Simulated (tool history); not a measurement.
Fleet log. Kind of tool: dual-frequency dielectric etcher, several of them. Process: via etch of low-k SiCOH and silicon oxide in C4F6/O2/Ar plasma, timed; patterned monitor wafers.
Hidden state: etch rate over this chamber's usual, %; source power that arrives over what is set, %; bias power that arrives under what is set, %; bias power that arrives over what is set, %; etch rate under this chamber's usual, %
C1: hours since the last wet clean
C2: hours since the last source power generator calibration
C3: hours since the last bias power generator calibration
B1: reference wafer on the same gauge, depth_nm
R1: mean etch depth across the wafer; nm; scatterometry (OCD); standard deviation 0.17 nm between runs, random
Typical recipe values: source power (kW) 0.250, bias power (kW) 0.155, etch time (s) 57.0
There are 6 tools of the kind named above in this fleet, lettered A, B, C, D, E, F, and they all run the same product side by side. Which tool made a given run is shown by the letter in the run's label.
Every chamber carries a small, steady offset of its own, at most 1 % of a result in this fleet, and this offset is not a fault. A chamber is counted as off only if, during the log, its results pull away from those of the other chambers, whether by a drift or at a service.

{"run": "1A", "hour": 11.2, "source power (kW)": 0.25, "bias power (kW)": 0.155, "etch time (s)": 57.0, "C1": 116.6, "C2": 1090.5, "C3": 335.7, "B1": 145.99, "R1": 126.14}
{"run": "2D", "hour": 22.6, "source power (kW)": 0.25, "bias power (kW)": 0.155, "etch time (s)": 57.0, "C1": 129.6, "C2": 906.5, "C3": 887.1, "B1": 145.97, "R1": 127.75}
{"hour": 26.3, "done": "chamber B: wet clean of the chamber"}
{"run": "3E", "hour": 34.1, "source power (kW)": 0.25, "bias power (kW)": 0.155, "etch time (s)": 57.0, "C1": 136.4, "C2": 1693.3, "C3": 776.7, "B1": 145.95, "R1": 126.99}
{"run": "4C", "hour": 45.1, "source power (kW)": 0.25, "bias power (kW)": 0.155, "etch time (s)": 57.0, "C1": 154.7, "C2": 2494.1, "C3": 1733.8, "B1": 145.88, "R1": 126.09}
{"run": "5F", "hour": 53.3, "source power (kW)": 0.25, "bias power (kW)": 0.155, "etch time (s)": 57.0, "C1": 232.2, "C2": 1086.6, "C3": 1795.5, "B1": 145.86, "R1": 126.54}
{"run": "6B", "hour": 62.6, "source power (kW)": 0.25, "bias power (kW)": 0.155, "etch time (s)": 57.0, "C1": 36.4, "C2": 563.4, "C3": 568.4, "B1": 145.85, "R1": 127.65}
{"run": "7D", "hour": 69.1, "source power (kW)": 0.25, "bias power (kW)": 0.155, "etch time (s)": 57.0, "C1": 176.1, "C2": 953.0, "C3": 933.6, "B1": 145.86, "R1": 127.72}
{"run": "8E", "hour": 75.8, "source power (kW)": 0.25, "bias power (kW)": 0.155, "etch time (s)": 57.0, "C1": 178.1, "C2": 1735.0, "C3": 818.4, "B1": 145.87, "R1": 127.1}
{"run": "9B", "hour": 82.2, "source power (kW)": 0.25, "bias power (kW)": 0.155, "etch time (s)": 57.0, "C1": 56.0, "C2": 583.0, "C3": 588.0, "B1": 145.79, "R1": 127.29}
{"run": "10A", "hour": 90.1, "source power (kW)": 0.25, "bias power (kW)": 0.155, "etch time (s)": 57.0, "C1": 195.5, "C2": 1169.4, "C3": 414.6, "B1": 145.79, "R1": 126.0}
{"run": "11C", "hour": 96.7, "source power (kW)": 0.25, "bias power (kW)": 0.155, "etch time (s)": 57.0, "C1": 206.3, "C2": 2545.7, "C3": 1785.4, "B1": 145.72, "R1": 125.94}
{"run": "12F", "hour": 103.9, "source power (kW)": 0.25, "bias power (kW)": 0.155, "etch time (s)": 57.0, "C1": 282.8, "C2": 1137.2, "C3": 1846.1, "B1": 145.72, "R1": 125.77}
{"run": "13A", "hour": 110.6, "source power (kW)": 0.25, "bias power (kW)": 0.155, "etch time (s)": 57.0, "C1": 216.0, "C2": 1189.9, "C3": 435.1, "B1": 145.72, "R1": 126.2}
{"run": "14C", "hour": 115.9, "source power (kW)": 0.25, "bias power (kW)": 0.155, "etch time (s)": 57.0, "C1": 225.5, "C2": 2564.9, "C3": 1804.6, "B1": 145.72, "R1": 126.19}
{"run": "15F", "hour": 123.0, "source power (kW)": 0.25, "bias power (kW)": 0.155, "etch time (s)": 57.0, "C1": 301.9, "C2": 1156.3, "C3": 1865.2, "B1": 145.71, "R1": 126.01}
{"run": "16D", "hour": 132.3, "source power (kW)": 0.25, "bias power (kW)": 0.155, "etch time (s)": 57.0, "C1": 239.3, "C2": 1016.2, "C3": 996.8, "B1": 145.7, "R1": 127.61}
{"run": "17B", "hour": 143.1, "source power (kW)": 0.25, "bias power (kW)": 0.155, "etch time (s)": 57.0, "C1": 116.9, "C2": 643.9, "C3": 648.9, "B1": 145.64, "R1": 126.91}
{"run": "18E", "hour": 148.5, "source power (kW)": 0.25, "bias power (kW)": 0.155, "etch time (s)": 57.0, "C1": 250.8, "C2": 1807.7, "C3": 891.1, "B1": 145.69, "R1": 126.44}
{"run": "19F", "hour": 158.6, "source power (kW)": 0.25, "bias power (kW)": 0.155, "etch time (s)": 57.0, "C1": 337.5, "C2": 1191.9, "C3": 1900.8, "B1": 145.66, "R1": 125.86}
{"run": "20E", "hour": 169.2, "source power (kW)": 0.25, "bias power (kW)": 0.155, "etch time (s)": 57.0, "C1": 271.5, "C2": 1828.4, "C3": 911.8, "B1": 145.63, "R1": 126.69}
{"hour": 176.8, "done": "chamber F: wet clean of the chamber"}
{"run": "21B", "hour": 180.1, "source power (kW)": 0.25, "bias power (kW)": 0.155, "etch time (s)": 57.0, "C1": 153.9, "C2": 680.9, "C3": 685.9, "B1": 145.56, "R1": 127.43}
{"run": "22C", "hour": 189.0, "source power (kW)": 0.25, "bias power (kW)": 0.155, "etch time (s)": 57.0, "C1": 298.6, "C2": 2638.0, "C3": 1877.7, "B1": 145.5, "R1": 126.17}
{"run": "23A", "hour": 200.4, "source power (kW)": 0.25, "bias power (kW)": 0.155, "etch time (s)": 57.0, "C1": 305.8, "C2": 1279.7, "C3": 524.9, "B1": 145.55, "R1": 125.88}
{"run": "24D", "hour": 206.9, "source power (kW)": 0.25, "bias power (kW)": 0.155, "etch time (s)": 57.0, "C1": 313.9, "C2": 1090.8, "C3": 1071.4, "B1": 145.51, "R1": 127.32}
{"run": "25D", "hour": 217.9, "source power (kW)": 0.2, "bias power (kW)": 0.155, "etch time (s)": 57.0, "C1": 324.9, "C2": 1101.8, "C3": 1082.4, "B1": 145.44, "R1": 116.9}
{"run": "26C", "hour": 224.4, "source power (kW)": 0.2, "bias power (kW)": 0.155, "etch time (s)": 57.0, "C1": 334.0, "C2": 2673.4, "C3": 1913.1, "B1": 145.47, "R1": 115.26}
{"run": "27B", "hour": 229.7, "source power (kW)": 0.2, "bias power (kW)": 0.155, "etch time (s)": 57.0, "C1": 203.5, "C2": 730.5, "C3": 735.5, "B1": 145.49, "R1": 116.01}
{"run": "28F", "hour": 237.3, "source power (kW)": 0.2, "bias power (kW)": 0.155, "etch time (s)": 57.0, "C1": 60.6, "C2": 1270.6, "C3": 1979.5, "B1": 145.47, "R1": 115.46}
{"run": "29A", "hour": 248.9, "source power (kW)": 0.2, "bias power (kW)": 0.155, "etch time (s)": 57.0, "C1": 354.3, "C2": 1328.2, "C3": 573.4, "B1": 145.35, "R1": 115.14}
{"run": "30E", "hour": 255.9, "source power (kW)": 0.2, "bias power (kW)": 0.155, "etch time (s)": 57.0, "C1": 358.2, "C2": 1915.1, "C3": 998.5, "B1": 145.38, "R1": 115.72}
{"run": "31E", "hour": 265.5, "source power (kW)": 0.25, "bias power (kW)": 0.155, "etch time (s)": 57.0, "C1": 367.8, "C2": 1924.7, "C3": 1008.1, "B1": 145.36, "R1": 126.49}
{"run": "32C", "hour": 271.9, "source power (kW)": 0.25, "bias power (kW)": 0.155, "etch time (s)": 57.0, "C1": 381.5, "C2": 2720.9, "C3": 1960.6, "B1": 145.35, "R1": 125.73}
{"run": "33A", "hour": 280.3, "source power (kW)": 0.25, "bias power (kW)": 0.155, "etch time (s)": 57.0, "C1": 385.7, "C2": 1359.6, "C3": 604.8, "B1": 145.35, "R1": 125.36}
{"run": "34D", "hour": 290.7, "source power (kW)": 0.25, "bias power (kW)": 0.155, "etch time (s)": 57.0, "C1": 397.7, "C2": 1174.6, "C3": 1155.2, "B1": 145.29, "R1": 127.13}
{"run": "35B", "hour": 296.1, "source power (kW)": 0.25, "bias power (kW)": 0.155, "etch time (s)": 66.5, "C1": 269.9, "C2": 796.9, "C3": 801.9, "B1": 145.32, "R1": 148.04}
{"run": "36F", "hour": 301.9, "source power (kW)": 0.25, "bias power (kW)": 0.155, "etch time (s)": 66.5, "C1": 125.2, "C2": 1335.2, "C3": 2044.1, "B1": 145.3, "R1": 146.63}
{"run": "37E", "hour": 313.6, "source power (kW)": 0.25, "bias power (kW)": 0.155, "etch time (s)": 66.5, "C1": 415.9, "C2": 1972.8, "C3": 1056.2, "B1": 145.25, "R1": 147.09}
{"run": "38B", "hour": 321.1, "source power (kW)": 0.25, "bias power (kW)": 0.155, "etch time (s)": 66.5, "C1": 294.9, "C2": 821.9, "C3": 826.9, "B1": 145.24, "R1": 148.46}

Has any chamber moved away from the others, gradually or after a service, or does the common gauge drift, or do the chambers differ only by their own small steady offsets? State the chamber and the most likely cause if one applies.

The gauge drifts, so all chambers seem to drift together. No chamber is off.
What lies behind it: gauge reads low (%) = 0.535.
